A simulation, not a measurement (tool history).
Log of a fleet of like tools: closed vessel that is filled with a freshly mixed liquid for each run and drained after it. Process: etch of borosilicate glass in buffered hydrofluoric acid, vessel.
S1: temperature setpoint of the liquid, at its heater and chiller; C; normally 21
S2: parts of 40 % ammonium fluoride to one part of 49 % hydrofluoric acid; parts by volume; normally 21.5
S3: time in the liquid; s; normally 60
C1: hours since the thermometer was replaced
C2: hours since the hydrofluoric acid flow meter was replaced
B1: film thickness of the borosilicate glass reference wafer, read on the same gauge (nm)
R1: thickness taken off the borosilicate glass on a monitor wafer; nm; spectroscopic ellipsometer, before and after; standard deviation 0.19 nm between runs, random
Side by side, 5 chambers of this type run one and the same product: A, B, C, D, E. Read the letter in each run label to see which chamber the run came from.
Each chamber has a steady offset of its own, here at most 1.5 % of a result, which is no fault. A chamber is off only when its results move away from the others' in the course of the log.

Run 1E, hour 10.2: usual settings; C1 91.8; C2 835.6; B1 80.01. Result: R1 30.628 nm.
At hour 16: chamber A: thermometer replaced.
Run 2D, hour 18.6: usual settings; C1 1896.7; C2 1854.6; B1 80.013. Result: R1 30.489 nm.
Run 3A, hour 29.4: usual settings; C1 13.5; C2 490.8; B1 80.006. Result: R1 30.527 nm.
Run 4C, hour 36.5: usual settings; C1 409; C2 593.8; B1 80.026. Result: R1 30.977 nm.
Run 5B, hour 46.3: usual settings; C1 138.4; C2 1300; B1 80.009. Result: R1 30.618 nm.
Run 6A, hour 54.6: usual settings; C1 38.7; C2 516; B1 79.992. Result: R1 30.869 nm.
At hour 62.5: chamber D: hydrofluoric acid flow meter replaced.
Run 7B, hour 64.1: usual settings; C1 156.2; C2 1317.8; B1 79.991. Result: R1 30.838 nm.
Run 8C, hour 69.3: usual settings; C1 441.8; C2 626.6; B1 80.023. Result: R1 30.664 nm.
Run 9E, hour 79: usual settings; C1 160.6; C2 904.4; B1 80.01. Result: R1 30.236 nm.
Run 10D, hour 86.6: usual settings; C1 1964.7; C2 24.2; B1 80.012. Result: R1 30.293 nm.
Run 11E, hour 93.4: usual settings; C1 175; C2 918.8; B1 79.988. Result: R1 30.85 nm.
Run 12B, hour 103.1: usual settings but S2 14 parts by volume; C1 195.2; C2 1356.8; B1 80.016. Result: R1 46.275 nm.
Run 13D, hour 109: usual settings but S2 14 parts by volume; C1 1987.1; C2 46.6; B1 79.991. Result: R1 45.376 nm.
Run 14C, hour 118.1: usual settings but S2 14 parts by volume; C1 490.6; C2 675.4; B1 80.034. Result: R1 45.55 nm.
At hour 124.1: chamber D: thermometer replaced.
Run 15A, hour 126.3: usual settings but S2 14 parts by volume; C1 110.4; C2 587.7; B1 79.986. Result: R1 46.547 nm.
Run 16A, hour 132.5: usual settings but S2 14 parts by volume; C1 116.6; C2 593.9; B1 79.998. Result: R1 46.039 nm.
Run 17E, hour 141.6: usual settings; C1 223.2; C2 967; B1 80.004. Result: R1 30.567 nm.
Run 18B, hour 147.8: usual settings; C1 239.9; C2 1401.5; B1 79.982. Result: R1 30.445 nm.
Run 19D, hour 157.5: usual settings but S1 25 C; C1 33.4; C2 95.1; B1 80.006. Result: R1 37.586 nm.
Run 20C, hour 166.5: usual settings but S1 25 C; C1 539; C2 723.8; B1 80.011. Result: R1 38.296 nm.
Run 21B, hour 175.9: usual settings but S1 25 C; C1 268; C2 1429.6; B1 80.017. Result: R1 37.848 nm.
Run 22C, hour 181: usual settings but S1 25 C; C1 553.5; C2 738.3; B1 79.981. Result: R1 38.271 nm.
Run 23A, hour 188.6: usual settings but S1 25 C; C1 172.7; C2 650; B1 79.994. Result: R1 38.187 nm.
Run 24E, hour 199.7: usual settings; C1 281.3; C2 1025.1; B1 79.992. Result: R1 31.686 nm.
Run 25D, hour 207.1: usual settings but S1 18.5 C, S3 70 s; C1 83; C2 144.7; B1 79.988. Result: R1 30.648 nm.
Run 26D, hour 212.2: usual settings but S1 18.5 C, S3 70 s; C1 88.1; C2 149.8; B1 80.001. Result: R1 30.897 nm.
Run 27C, hour 223.2: usual settings but S1 18.5 C, S3 70 s; C1 595.7; C2 780.5; B1 80.013. Result: R1 31.155 nm.
Run 28A, hour 228.6: usual settings but S1 18.5 C, S3 70 s; C1 212.7; C2 690; B1 79.994. Result: R1 30.995 nm.
Run 29B, hour 236.8: usual settings but S1 18.5 C, S3 70 s; C1 328.9; C2 1490.5; B1 79.995. Result: R1 31.585 nm.
Run 30E, hour 243.4: usual settings but S1 19 C, S2 29 parts by volume; C1 325; C2 1068.8; B1 80.005. Result: R1 23.134 nm.
Run 31C, hour 254: usual settings but S1 19 C, S2 29 parts by volume; C1 626.5; C2 811.3; B1 79.985. Result: R1 22.248 nm.
Run 32B, hour 261.8: usual settings but S1 19 C, S2 29 parts by volume; C1 353.9; C2 1515.5; B1 79.986. Result: R1 22.811 nm.
Run 33D, hour 267.9: usual settings but S1 19 C, S2 29 parts by volume; C1 143.8; C2 205.5; B1 80. Result: R1 22.042 nm.
Run 34E, hour 275.3: usual settings but S1 19 C, S2 29 parts by volume; C1 356.9; C2 1100.7; B1 79.98. Result: R1 23.609 nm.
Run 35A, hour 286.5: usual settings but S1 17.5 C, S3 85 s; C1 270.6; C2 747.9; B1 79.994. Result: R1 35.451 nm.

Next, all 5 chambers run the settings below, one line each with question marks for the results. What does each chamber give?
Run 36A, hour 294.8: usual settings. Result: R1 ?.
Run 36B, hour 294.8: usual settings. Result: R1 ?.
Run 36C, hour 294.8: usual settings. Result: R1 ?.
Run 36D, hour 294.8: usual settings. Result: R1 ?.
Run 36E, hour 294.8: usual settings. Result: R1 ?.

run      R1
36A  30.516
36B   30.68
36C  30.829
36D  30.353
36E  32.626
